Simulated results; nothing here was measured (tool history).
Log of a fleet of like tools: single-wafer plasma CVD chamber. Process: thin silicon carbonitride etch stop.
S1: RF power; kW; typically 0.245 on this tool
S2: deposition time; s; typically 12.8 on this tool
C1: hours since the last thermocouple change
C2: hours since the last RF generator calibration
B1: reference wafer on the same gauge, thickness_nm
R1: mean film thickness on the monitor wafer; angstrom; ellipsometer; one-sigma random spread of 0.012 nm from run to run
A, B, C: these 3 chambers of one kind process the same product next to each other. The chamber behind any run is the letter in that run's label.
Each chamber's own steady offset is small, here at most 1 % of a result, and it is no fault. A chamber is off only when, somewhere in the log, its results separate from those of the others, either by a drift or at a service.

| run | day | S1 | S2 | C1 | C2 | B1 | R1 |
|---|---|---|---|---|---|---|---|
| 1A | 0.442 | 0.245 | 12.8 | 173.9 | 60.1 | 6.3005 | 78.286 |
| 2C | 0.675 | 0.245 | 12.8 | 676.2 | 366 | 6.3014 | 77.444 |
| 3B | 1.071 | 0.245 | 12.8 | 141.7 | 1394.3 | 6.3025 | 77.27 |
|  | 1.412 | chamber B: RF generator calibrated |
| 4B | 1.479 | 0.245 | 12.8 | 151.5 | 1.6 | 6.3059 | 77.392 |
| 5A | 1.783 | 0.245 | 12.8 | 206.1 | 92.3 | 6.3054 | 78.078 |
| 6C | 2.038 | 0.245 | 12.8 | 708.9 | 398.7 | 6.3051 | 77.415 |
| 7C | 2.567 | 0.245 | 12.8 | 721.6 | 411.4 | 6.3079 | 77.502 |
| 8B | 2.95 | 0.275 | 14.2 | 186.8 | 36.9 | 6.3095 | 88.787 |
| 9A | 3.304 | 0.275 | 14.2 | 242.6 | 128.8 | 6.3068 | 89.852 |
| 10C | 3.729 | 0.275 | 14.2 | 749.5 | 439.3 | 6.3113 | 89.085 |
| 11B | 4.217 | 0.215 | 13.6 | 217.2 | 67.3 | 6.313 | 79.374 |
| 12A | 4.717 | 0.215 | 13.6 | 276.5 | 162.7 | 6.3153 | 80.005 |
| 13A | 5.029 | 0.215 | 13.6 | 284 | 170.2 | 6.3155 | 79.874 |
| 14C | 5.258 | 0.245 | 12.8 | 786.2 | 476 | 6.3174 | 77.502 |
| 15B | 5.638 | 0.245 | 12.8 | 251.3 | 101.4 | 6.3165 | 77.504 |
| 16B | 6.046 | 0.245 | 12.8 | 261.1 | 111.2 | 6.3169 | 77.746 |
| 17C | 6.3 | 0.245 | 12.8 | 811.2 | 501 | 6.3197 | 77.582 |
| 18A | 6.625 | 0.245 | 12.8 | 322.3 | 208.5 | 6.323 | 78.204 |
| 19B | 7.046 | 0.2 | 12.8 | 285.1 | 135.2 | 6.319 | 73.074 |
| 20A | 7.358 | 0.2 | 12.8 | 339.9 | 226.1 | 6.3219 | 73.981 |
| 21C | 7.633 | 0.2 | 12.8 | 843.2 | 533 | 6.3206 | 73.204 |
| 22C | 7.954 | 0.245 | 12.8 | 850.9 | 540.7 | 6.3249 | 77.851 |
| 23B | 8.254 | 0.245 | 12.8 | 314.1 | 164.2 | 6.3223 | 77.706 |
| 24A | 8.75 | 0.245 | 12.8 | 373.3 | 259.5 | 6.324 | 78.318 |
| 25C | 9.258 | 0.245 | 11.1 | 882.2 | 572 | 6.3279 | 67.445 |
| 26A | 9.538 | 0.245 | 11.1 | 392.2 | 278.4 | 6.3289 | 67.892 |
| 27B | 9.988 | 0.245 | 11.1 | 355.7 | 205.8 | 6.3298 | 67.264 |
| 28B | 10.288 | 0.245 | 12.8 | 362.9 | 213 | 6.3309 | 77.973 |
| 29A | 10.662 | 0.245 | 12.8 | 419.2 | 305.4 | 6.331 | 78.443 |
| 30C | 10.975 | 0.245 | 12.8 | 923.4 | 613.2 | 6.3332 | 77.782 |
| 31C | 11.458 | 0.245 | 12.8 | 935 | 624.8 | 6.3359 | 77.861 |
| 32B | 11.975 | 0.245 | 12.8 | 403.4 | 253.5 | 6.3353 | 77.919 |
| 33A | 12.346 | 0.245 | 12.8 | 459.6 | 345.8 | 6.3392 | 78.474 |
| 34B | 12.712 | 0.245 | 12.8 | 421.1 | 271.2 | 6.3389 | 77.944 |

Which is it: a chamber that has drifted or been left off by a service, a gauge drift common to all chambers, or only each chamber's usual small offset? If a chamber is off, name it and its likeliest cause.

Every chamber seems to shift together because the gauge that measures them all drifts; the chambers themselves are fine.
Most likely cause: gauge reads high (%) = 0.619.
